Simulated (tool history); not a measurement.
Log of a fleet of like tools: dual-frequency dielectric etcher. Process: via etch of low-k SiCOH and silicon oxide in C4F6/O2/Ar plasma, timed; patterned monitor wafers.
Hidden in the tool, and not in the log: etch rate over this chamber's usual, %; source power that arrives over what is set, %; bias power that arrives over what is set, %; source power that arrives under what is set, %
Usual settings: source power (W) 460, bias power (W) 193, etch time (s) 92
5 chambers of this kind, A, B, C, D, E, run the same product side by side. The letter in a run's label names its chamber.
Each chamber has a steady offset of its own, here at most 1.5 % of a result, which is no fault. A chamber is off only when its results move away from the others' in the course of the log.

run,hour,source power (W),bias power (W),etch time (s),hours since the last wet clean,hours since the last source power generator calibration,hours since the last bias power generator calibration,"read-back reference wafer on the same gauge, depth_nm",mean etch depth across the wafer (nm)
1A,8.5,460,193,92,159.7,3770.1,1382.9,314.12,280.8
2E,14.5,460,193,92,51.2,4710.3,623.6,314,276.23
3D,21.6,460,193,92,245.4,3640.9,1318,313.78,277.2
4C,31.6,460,193,92,131,347.7,4145.9,313.94,274.5
5B,42.6,460,193,92,352.3,388.1,544.2,314.14,276.26
6E,52.7,460,193,92,89.4,4748.5,661.8,313.95,275.09
7B,58.6,460,193,92,368.3,404.1,560.2,313.91,275.45
8A,65.9,460,193,92,217.1,3827.5,1440.3,314.19,280.42
9C,74,460,193,92,173.4,390.1,4188.3,313.86,274.41
10D,82.2,460,193,92,306,3701.5,1378.6,313.97,276.52
11E,92.1,460,193,92,128.8,4787.9,701.2,313.98,276.46
12B,102.4,350,157,92,412.1,447.9,604,313.98,232.75
13C,112.3,350,157,92,211.7,428.4,4226.6,313.92,231.81
14A,119.3,350,157,92,270.5,3880.9,1493.7,313.89,237.22
15D,125.7,350,157,92,349.5,3745,1422.1,313.99,231.97
16A,134.1,350,157,92,285.3,3895.7,1508.5,313.98,237.31
17D,144.5,460,193,92,368.3,3763.8,1440.9,313.97,277.58
18E,155.4,460,193,92,192.1,4851.2,764.5,313.91,274.59
19B,162,460,193,92,471.7,507.5,663.6,313.71,279.73
# hour 162.4: chamber C: bias power generator calibrated
20C,169.1,460,193,92,268.5,485.2,6.8,314,274.67
21C,174.2,460,193,92,273.6,490.3,11.9,314.15,274.64
22B,184.2,460,193,92,493.9,529.7,685.8,313.93,280.23
23D,190.3,460,193,92,414.1,3809.6,1486.7,314.15,276.55
24A,196.4,460,193,92,347.6,3958,1570.8,314.13,279.45
25E,205.5,460,193,92,242.2,4901.3,814.6,313.9,276.09
26D,210.6,460,193,92,434.4,3829.9,1507,313.88,276.72
27C,216.3,460,193,92,315.7,532.4,54,313.98,274.82
28B,224.1,460,193,92,533.8,569.6,725.7,314.03,281.33
29E,229.4,460,193,92,266.1,4925.2,838.5,314.12,274.89
30A,238.7,460,193,92,389.9,4000.3,1613.1,313.84,281.32
31B,243.9,460,193,92,553.6,589.4,745.5,313.89,283.13
32C,250.1,460,193,92,349.5,566.2,87.8,313.99,274.66
33D,258.1,460,193,92,481.9,3877.4,1554.5,313.87,277.55
34E,266.6,460,193,92,303.3,4962.4,875.7,313.95,274.59
35A,273.8,460,193,92,425,4035.4,1648.2,313.92,281.68
36B,279.5,510,193,113,589.2,625,781.1,314.07,362.81

Is one chamber off against the others, does the gauge drift, or is nothing wrong? If a chamber is off, say which, and what the likeliest cause is.

Chamber B drifts away from the others.
Cause: etch rate over this chamber's usual, % = 3.05.

Here are 4 candidates for chamber B's next run, each the usual settings with a change, their results left as question marks. Which one brings its results back in line with what the others give on the usual settings?
In line means no further than this from the other chambers' mean on the usual settings: mean etch depth across the wafer (nm) 2.3
37B-1,287.4,460,192,90,,,,,?
37B-2,287.4,460,193,93,,,,,?
37B-3,287.4,460,193,94.5,,,,,?
37B-4,287.4,460,193,91,,,,,?

The other chambers' mean on the usual settings: mean etch depth across the wafer (nm) 276.87
run,mean etch depth across the wafer (nm)
37B-1,277.24
37B-2,286.96
37B-3,291.59
37B-4,280.79
37B-1 brings the chamber back in line.
